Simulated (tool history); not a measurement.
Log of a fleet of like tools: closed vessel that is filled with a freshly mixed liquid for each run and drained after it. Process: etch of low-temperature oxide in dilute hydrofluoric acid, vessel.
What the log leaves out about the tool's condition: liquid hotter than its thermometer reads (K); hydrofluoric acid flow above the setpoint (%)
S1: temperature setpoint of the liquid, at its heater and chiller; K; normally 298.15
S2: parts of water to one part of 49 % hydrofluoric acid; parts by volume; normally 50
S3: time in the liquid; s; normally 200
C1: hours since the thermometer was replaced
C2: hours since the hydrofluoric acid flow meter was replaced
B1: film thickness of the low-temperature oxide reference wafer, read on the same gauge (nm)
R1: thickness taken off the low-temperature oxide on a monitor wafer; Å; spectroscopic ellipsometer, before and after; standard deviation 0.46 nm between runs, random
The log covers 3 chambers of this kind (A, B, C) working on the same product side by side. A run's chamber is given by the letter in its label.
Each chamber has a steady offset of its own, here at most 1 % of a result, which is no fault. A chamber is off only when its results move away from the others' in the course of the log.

run   hour      S1  S2   S3      C1      C2      B1       R1
 1B    4.4  298.15  50  200   501.2   214.5  69.994   566.62
 2A    9.4  298.15  50  200   678.0   960.1  70.011   569.44
 3C   13.8  298.15  50  200  1126.6   351.2  69.946   563.72
 4B   17.5  298.15  50  200   514.3   227.6  70.015   560.12
 5C   21.1  298.15  65  200  1133.9   358.5  70.002   426.20
 6A   25.1  298.15  65  200   693.7   975.8  70.024   421.47
 7A   28.5  298.15  65  200   697.1   979.2  70.003   425.22
 8C   33.1  298.15  50  200  1145.9   370.5  70.059   565.34
 9B   38.7  298.15  50  200   535.5   248.8  70.062   561.10
10B   44.5  298.15  50  200   541.3   254.6  69.993   554.86
11C   47.2  298.15  50  200  1160.0   384.6  69.997   567.44
12A   50.2  298.15  50  200   718.8  1000.9  70.003   561.95
13C   53.9  298.15  50  200  1166.7   391.3  70.022   565.09
14A   57.0  298.15  50  200   725.6  1007.7  70.015   566.84
15B   61.2  298.15  50  200   558.0   271.3  69.993   560.15
16C   66.2  298.15  50  200  1179.0   403.6  70.025   578.72
17A   69.9  298.15  50  200   738.5  1020.6  70.001   574.27
18B   73.7  298.15  50  200   570.5   283.8  69.995   555.84
19B   77.6  298.15  50  200   574.4   287.7  70.035   561.05
20C   83.2  298.15  50  200  1196.0   420.6  69.988   583.42
21A   88.9  296.15  25  200   757.5  1039.6  69.994  1089.80
22B   91.4  296.15  25  200   588.2   301.5  70.070  1082.90
23A   95.1  296.15  25  200   763.7  1045.8  69.962  1081.70
24C  100.6  298.15  50  145  1213.4   438.0  70.001   440.66
25B  105.6  298.15  50  145   602.4   315.7  70.011   408.96
26A  109.8  298.15  50  145   778.4  1060.5  69.943   404.56
27C  114.2  298.15  50  200  1227.0   451.6  69.962   603.03
28B  118.4  298.15  50  200   615.2   328.5  69.979   563.31
29A  121.8  298.15  50  200   790.4  1072.5  70.000   566.85
30C  126.6  298.15  50  200  1239.4   464.0  69.970   618.19
31B  129.3  298.15  50  270   626.1   339.4  70.004   745.50
32C  135.1  298.15  50  270  1247.9   472.5  70.000   842.82
33A  137.9  298.15  50  270   806.5  1088.6  70.041   765.06

What goes on in this fleet: one chamber off, a drifting gauge, or nothing beyond the chambers' own small offsets? Name the chamber and the cause, if any.

Chamber C drifts away from the others.
Most likely cause: hydrofluoric acid flow above the setpoint (%) = 10.3.
Not necessarily distinguishable in this log from: liquid hotter than its thermometer reads (K).

Chamber C could run next with any of the 4 candidate recipes listed below; each alters the usual settings, and their results appear as question marks. Which one brings its results back in line with what the other chambers deliver on the usual settings?
A result is in line if it is within this distance of the other chambers' mean on the usual settings: R1 16.00 Å
34C-1  142.0  298.15  50  190               ?
34C-2  142.0  298.15  45  200               ?
34C-3  142.0  298.15  50  180               ?
34C-4  142.0  298.15  50  210               ?

The mean the other chambers reach with the usual settings: R1 563.69 Å
  run      R1
34C-1  597.62
34C-2  702.00
34C-3  566.16
34C-4  660.52
34C-3 brings the chamber back in line.

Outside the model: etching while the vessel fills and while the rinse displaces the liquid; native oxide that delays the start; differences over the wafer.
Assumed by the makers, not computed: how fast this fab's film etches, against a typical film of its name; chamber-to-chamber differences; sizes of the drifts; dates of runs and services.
